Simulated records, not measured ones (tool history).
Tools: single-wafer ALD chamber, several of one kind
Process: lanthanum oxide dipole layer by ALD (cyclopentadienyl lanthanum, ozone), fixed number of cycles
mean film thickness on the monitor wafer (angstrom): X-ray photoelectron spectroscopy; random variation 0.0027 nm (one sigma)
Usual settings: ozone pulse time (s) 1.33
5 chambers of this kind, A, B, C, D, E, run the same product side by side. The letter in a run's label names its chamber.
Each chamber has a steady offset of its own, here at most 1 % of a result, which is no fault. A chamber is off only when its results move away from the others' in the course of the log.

| run | hour | ozone pulse time (s) | hours since the last thermocouple change | hours since the last ozone generator service | read-back reference wafer on the same gauge, thickness_nm | mean film thickness on the monitor wafer (angstrom) |
|---|---|---|---|---|---|---|
| 1A | 15.4 | 1.33 | 1741.3 | 880.4 | 0.46805 | 5.4001 |
| 2C | 24.6 | 1.33 | 1027.4 | 486.6 | 0.46878 | 5.3443 |
| 3E | 35.2 | 1.33 | 493.1 | 673.8 | 0.46865 | 5.3564 |
| 4B | 45.0 | 1.33 | 865.4 | 960.2 | 0.46929 | 5.2976 |
| 5D | 54.3 | 1.33 | 1915.5 | 313.1 | 0.46945 | 5.4294 |
| 6A | 61.6 | 1.33 | 1787.5 | 926.6 | 0.46886 | 5.3330 |
| 7E | 69.6 | 1.33 | 527.5 | 708.2 | 0.46838 | 5.3543 |
| 8C | 85.0 | 1.33 | 1087.8 | 547.0 | 0.46850 | 5.4222 |
| 9B | 91.8 | 1.62 | 912.2 | 1007.0 | 0.46920 | 5.5196 |
|  | 102.7 | chamber E: ozone generator serviced |
| 10D | 103.8 | 1.62 | 1965.0 | 362.6 | 0.46887 | 5.5370 |
| 11A | 112.3 | 1.62 | 1838.2 | 977.3 | 0.46929 | 5.5166 |
| 12C | 123.9 | 1.62 | 1126.7 | 585.9 | 0.46895 | 5.5536 |
| 13D | 138.7 | 1.62 | 1999.9 | 397.5 | 0.46904 | 5.5852 |
| 14B | 153.7 | 1.33 | 974.1 | 1068.9 | 0.46835 | 5.3075 |
| 15E | 163.7 | 1.33 | 621.6 | 61.1 | 0.46918 | 5.3809 |
| 16A | 170.6 | 1.33 | 1896.5 | 1035.6 | 0.46885 | 5.3708 |
|  | 174.7 | chamber B: ozone generator serviced |
| 17D | 182.8 | 1.33 | 2044.0 | 441.6 | 0.46865 | 5.3767 |
| 18C | 194.3 | 1.33 | 1197.1 | 656.3 | 0.46925 | 5.3206 |
| 19E | 202.5 | 1.00 | 660.4 | 99.9 | 0.46947 | 4.9485 |
| 20B | 214.7 | 1.00 | 1035.1 | 40.1 | 0.46897 | 4.9260 |
| 21A | 228.0 | 1.00 | 1953.9 | 1093.0 | 0.46871 | 4.9416 |
| 22C | 240.3 | 1.00 | 1243.1 | 702.3 | 0.46934 | 4.8557 |
| 23B | 250.0 | 1.00 | 1070.4 | 75.4 | 0.46879 | 4.9530 |
| 24E | 263.3 | 1.33 | 721.2 | 160.7 | 0.46895 | 5.3771 |
| 25D | 277.5 | 1.33 | 2138.7 | 536.3 | 0.46877 | 5.3902 |
| 26C | 291.5 | 1.33 | 1294.3 | 753.5 | 0.46905 | 5.2255 |
|  | 291.9 | chamber D: thermocouple changed; heater temperature recalibrated |
| 27B | 306.1 | 1.74 | 1126.5 | 131.5 | 0.46883 | 5.5019 |
| 28E | 319.3 | 1.74 | 777.2 | 216.7 | 0.46897 | 5.6243 |
|  | 322.6 | chamber A: ozone generator serviced |
| 29A | 330.1 | 1.74 | 2056.0 | 7.6 | 0.46840 | 5.5723 |
| 30D | 344.5 | 1.74 | 52.7 | 603.3 | 0.46896 | 5.6467 |
| 31E | 353.2 | 1.74 | 811.1 | 250.6 | 0.46865 | 5.6401 |
| 32D | 367.5 | 1.33 | 75.7 | 626.3 | 0.46855 | 5.3827 |

All 5 chambers run these settings next. Forecast each chamber's results:
| 33A | 378.6 | 1.33 |  |  |  | ? |
| 33B | 378.6 | 1.33 |  |  |  | ? |
| 33C | 378.6 | 1.33 |  |  |  | ? |
| 33D | 378.6 | 1.33 |  |  |  | ? |
| 33E | 378.6 | 1.33 |  |  |  | ? |

| run | mean film thickness on the monitor wafer (angstrom) |
|---|---|
| 33A | 5.3593 |
| 33B | 5.3087 |
| 33C | 5.1962 |
| 33D | 5.3607 |
| 33E | 5.3466 |
